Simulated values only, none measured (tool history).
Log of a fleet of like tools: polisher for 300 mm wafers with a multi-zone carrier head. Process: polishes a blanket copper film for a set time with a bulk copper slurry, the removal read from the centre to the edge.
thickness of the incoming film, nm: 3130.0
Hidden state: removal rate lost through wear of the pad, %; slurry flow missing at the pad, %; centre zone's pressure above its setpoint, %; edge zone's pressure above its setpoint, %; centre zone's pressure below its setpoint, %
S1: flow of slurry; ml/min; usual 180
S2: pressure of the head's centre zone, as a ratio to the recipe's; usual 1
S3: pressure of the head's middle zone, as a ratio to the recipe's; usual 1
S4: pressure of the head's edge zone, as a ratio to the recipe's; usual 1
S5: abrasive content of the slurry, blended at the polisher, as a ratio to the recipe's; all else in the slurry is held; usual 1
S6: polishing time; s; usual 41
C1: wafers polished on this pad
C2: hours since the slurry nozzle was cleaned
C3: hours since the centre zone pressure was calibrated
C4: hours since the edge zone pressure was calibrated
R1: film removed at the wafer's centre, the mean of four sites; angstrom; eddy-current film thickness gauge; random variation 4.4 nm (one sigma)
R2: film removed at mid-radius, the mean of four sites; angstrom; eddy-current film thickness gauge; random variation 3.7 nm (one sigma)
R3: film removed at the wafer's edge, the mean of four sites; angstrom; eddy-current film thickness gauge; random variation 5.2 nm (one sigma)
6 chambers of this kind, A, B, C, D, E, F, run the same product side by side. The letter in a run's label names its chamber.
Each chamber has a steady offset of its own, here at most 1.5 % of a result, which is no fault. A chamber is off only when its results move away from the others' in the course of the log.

| run | hour | S1 | S2 | S3 | S4 | S5 | S6 | C1 | C2 | C3 | C4 | R1 | R2 | R3 |
|---|---|---|---|---|---|---|---|---|---|---|---|---|---|---|
| 1F | 6.5 | 180 | 1 | 1 | 1 | 1 | 41 | 748 | 274.8 | 11 | 495.3 | 3715.5 | 3670.3 | 3665.8 |
| 2B | 15.4 | 180 | 1 | 1 | 1 | 1 | 41 | 652 | 247 | 841.4 | 723.4 | 3734.3 | 3622.6 | 3588.7 |
|  | 20.3 | chamber A: worn pad replaced by a new one |
| 3A | 21.6 | 180 | 1 | 1 | 1 | 1 | 41 | 15 | 443.3 | 629.5 | 651.7 | 3592.7 | 3681.9 | 3692.5 |
|  | 22.3 | chamber D: edge zone pressure recalibrated |
|  | 27.5 | chamber E: worn pad replaced by a new one |
| 4C | 27.8 | 180 | 1 | 1 | 1 | 1 | 41 | 799 | 321.6 | 226.1 | 301.4 | 3633.5 | 3597.3 | 3710.9 |
| 5E | 33.5 | 180 | 1 | 1 | 1 | 1 | 41 | 69 | 645.2 | 90 | 704.5 | 3752 | 3639.9 | 3684.6 |
|  | 34.5 | chamber C: worn pad replaced by a new one |
|  | 40.2 | chamber B: slurry nozzle cleaned |
| 6D | 42.6 | 180 | 1 | 1 | 1 | 1 | 41 | 983 | 193.2 | 395.2 | 20.4 | 3603.2 | 3654.9 | 3645.6 |
| 7D | 51.1 | 180 | 0.96 | 1 | 1 | 0.8 | 41 | 1080 | 201.7 | 403.7 | 28.9 | 3321.6 | 3473.9 | 3530.3 |
| 8E | 56.8 | 180 | 0.96 | 1 | 1 | 0.8 | 41 | 334 | 668.5 | 113.3 | 727.8 | 3343.8 | 3557.9 | 3463.1 |
| 9A | 61.1 | 180 | 0.96 | 1 | 1 | 0.8 | 41 | 465 | 482.8 | 669 | 691.2 | 3320 | 3467.7 | 3436.8 |
| 10B | 68.9 | 180 | 0.96 | 1 | 1 | 0.8 | 41 | 1261 | 28.7 | 894.9 | 776.9 | 3301.6 | 3474.8 | 3553.2 |
| 11F | 73 | 180 | 0.96 | 1 | 1 | 0.8 | 41 | 1505 | 341.3 | 77.5 | 561.8 | 3320.3 | 3466.7 | 3392.6 |
|  | 76.1 | chamber D: worn pad replaced by a new one |
| 12C | 80.2 | 180 | 0.96 | 1 | 1 | 0.8 | 41 | 520 | 374 | 278.5 | 353.8 | 3361.9 | 3495.7 | 3631.7 |
|  | 83.4 | chamber E: slurry nozzle cleaned |
|  | 84.5 | chamber F: worn pad replaced by a new one |
|  | 85 | chamber E: worn pad replaced by a new one |
| 13A | 86.4 | 180 | 1 | 1 | 1 | 1 | 41 | 753 | 508.1 | 694.3 | 716.5 | 3562.8 | 3692.1 | 3784.9 |
| 14D | 94.9 | 180 | 1 | 1 | 1 | 1 | 41 | 214 | 245.5 | 447.5 | 72.7 | 3684.1 | 3655.3 | 3681.2 |
| 15E | 103.8 | 180 | 1 | 1 | 1 | 1 | 41 | 215 | 20.4 | 160.3 | 774.8 | 3683.2 | 3660.1 | 3738.8 |
|  | 103.9 | chamber B: worn pad replaced by a new one |
|  | 108.9 | chamber D: slurry nozzle cleaned |
| 16C | 110.4 | 180 | 1 | 1 | 1 | 1 | 41 | 864 | 404.2 | 308.7 | 384 | 3647.2 | 3704.9 | 3681.2 |
| 17B | 116.7 | 145 | 1 | 1 | 1 | 1 | 41 | 146 | 76.5 | 942.7 | 824.7 | 3564.6 | 3553 | 3532.2 |
|  | 119.9 | chamber C: worn pad replaced by a new one |
| 18F | 122.3 | 145 | 1 | 1 | 1 | 1 | 41 | 431 | 390.6 | 126.8 | 611.1 | 3508.7 | 3562.9 | 3452 |
|  | 122.8 | chamber A: worn pad replaced by a new one |
| 19D | 129.8 | 145 | 1 | 1 | 1 | 1 | 41 | 612 | 21 | 482.4 | 107.6 | 3462.8 | 3554.6 | 3711.7 |
|  | 132.7 | chamber A: centre zone pressure recalibrated |
|  | 134.9 | chamber E: worn pad replaced by a new one |
|  | 135.2 | chamber B: edge zone pressure recalibrated |
| 20C | 137 | 145 | 1 | 1 | 1 | 1 | 41 | 195 | 430.8 | 335.3 | 410.6 | 3524.3 | 3505 | 3592.8 |
|  | 139 | chamber A: slurry nozzle cleaned |
| 21B | 141 | 145 | 1 | 1 | 1 | 1 | 41 | 423 | 100.8 | 967 | 5.9 | 3502.4 | 3548.3 | 3486.2 |
| 22F | 147.6 | 145 | 1 | 1 | 1 | 1 | 41 | 719 | 415.9 | 152.1 | 636.4 | 3509.2 | 3471.2 | 3555.2 |
| 23E | 152.6 | 180 | 1 | 1 | 1 | 1 | 41 | 201 | 69.2 | 209.1 | 823.6 | 3688.4 | 3692.9 | 3762.8 |
| 24A | 158.2 | 180 | 1 | 1 | 1 | 1 | 41 | 404 | 19.3 | 25.5 | 788.3 | 3595.3 | 3645.9 | 3604.7 |
| 25E | 164 | 180 | 1 | 1 | 1 | 1 | 41 | 331 | 80.6 | 220.5 | 835 | 3626.8 | 3701.7 | 3604.4 |
| 26D | 170.2 | 180 | 1 | 1 | 1 | 0.8 | 41 | 1072 | 61.4 | 522.8 | 148 | 3532.8 | 3491.4 | 3491.1 |
|  | 171.1 | chamber D: worn pad replaced by a new one |
| 27C | 177.7 | 180 | 1 | 1 | 1 | 0.8 | 41 | 659 | 471.5 | 376 | 451.3 | 3505 | 3482.9 | 3526 |
| 28F | 182.7 | 180 | 1 | 1 | 1 | 0.8 | 41 | 1118 | 451 | 187.2 | 671.5 | 3495.5 | 3535.3 | 3487.4 |
|  | 184.8 | chamber E: worn pad replaced by a new one |
| 29A | 190 | 180 | 1 | 1 | 1 | 0.8 | 41 | 766 | 51.1 | 57.3 | 820.1 | 3401.2 | 3583.2 | 3599.9 |
| 30B | 198.9 | 180 | 1 | 1 | 1 | 0.8 | 41 | 1082 | 158.7 | 1024.9 | 63.8 | 3498.9 | 3513.2 | 3401.8 |
|  | 199.4 | chamber F: slurry nozzle cleaned |
|  | 202.1 | chamber C: worn pad replaced by a new one |
| 31D | 207.9 | 180 | 1 | 1 | 1 | 0.8 | 41 | 419 | 99.1 | 560.5 | 185.7 | 3455.4 | 3533.8 | 3511.8 |
| 32A | 215.5 | 180 | 1 | 1 | 1 | 1 | 41 | 1056 | 76.6 | 82.8 | 845.6 | 3627.7 | 3663.3 | 3681.9 |
| 33C | 222.5 | 130 | 1 | 1.08 | 1 | 1 | 41 | 232 | 516.3 | 420.8 | 496.1 | 3385.2 | 3726.7 | 3581.3 |
| 34B | 229 | 130 | 1 | 1.08 | 1 | 1 | 41 | 1425 | 188.8 | 1055 | 93.9 | 3500.3 | 3616.1 | 3574 |
|  | 231.1 | chamber F: worn pad replaced by a new one |
| 35E | 234.8 | 130 | 1 | 1.08 | 1 | 1 | 41 | 569 | 151.4 | 291.3 | 905.8 | 3341.3 | 3645.1 | 3520.2 |
|  | 240.6 | chamber A: worn pad replaced by a new one |
| 36F | 243.8 | 130 | 1 | 1.08 | 1 | 1 | 41 | 145 | 44.5 | 248.3 | 732.6 | 3411.1 | 3798.2 | 3463.2 |
| 37A | 251 | 130 | 1 | 1.08 | 1 | 1 | 41 | 118 | 112.1 | 118.3 | 881.1 | 3402 | 3731.4 | 3550.9 |

All 6 chambers run these settings next. Forecast each chamber's results:
| 38A | 257.7 | 180 | 1 | 1 | 0.91 | 1 | 41 |  |  |  |  | ? | ? | ? |
| 38B | 257.7 | 180 | 1 | 1 | 0.91 | 1 | 41 |  |  |  |  | ? | ? | ? |
| 38C | 257.7 | 180 | 1 | 1 | 0.91 | 1 | 41 |  |  |  |  | ? | ? | ? |
| 38D | 257.7 | 180 | 1 | 1 | 0.91 | 1 | 41 |  |  |  |  | ? | ? | ? |
| 38E | 257.7 | 180 | 1 | 1 | 0.91 | 1 | 41 |  |  |  |  | ? | ? | ? |
| 38F | 257.7 | 180 | 1 | 1 | 0.91 | 1 | 41 |  |  |  |  | ? | ? | ? |

| run | R1 | R2 | R3 |
|---|---|---|---|
| 38A | 3570.8 | 3658 | 3505 |
| 38B | 3688.3 | 3619.5 | 3415.8 |
| 38C | 3676.2 | 3664 | 3576.7 |
| 38D | 3652.2 | 3649.7 | 3515.8 |
| 38E | 3666.2 | 3673.4 | 3486.1 |
| 38F | 3712.5 | 3681.8 | 3330 |
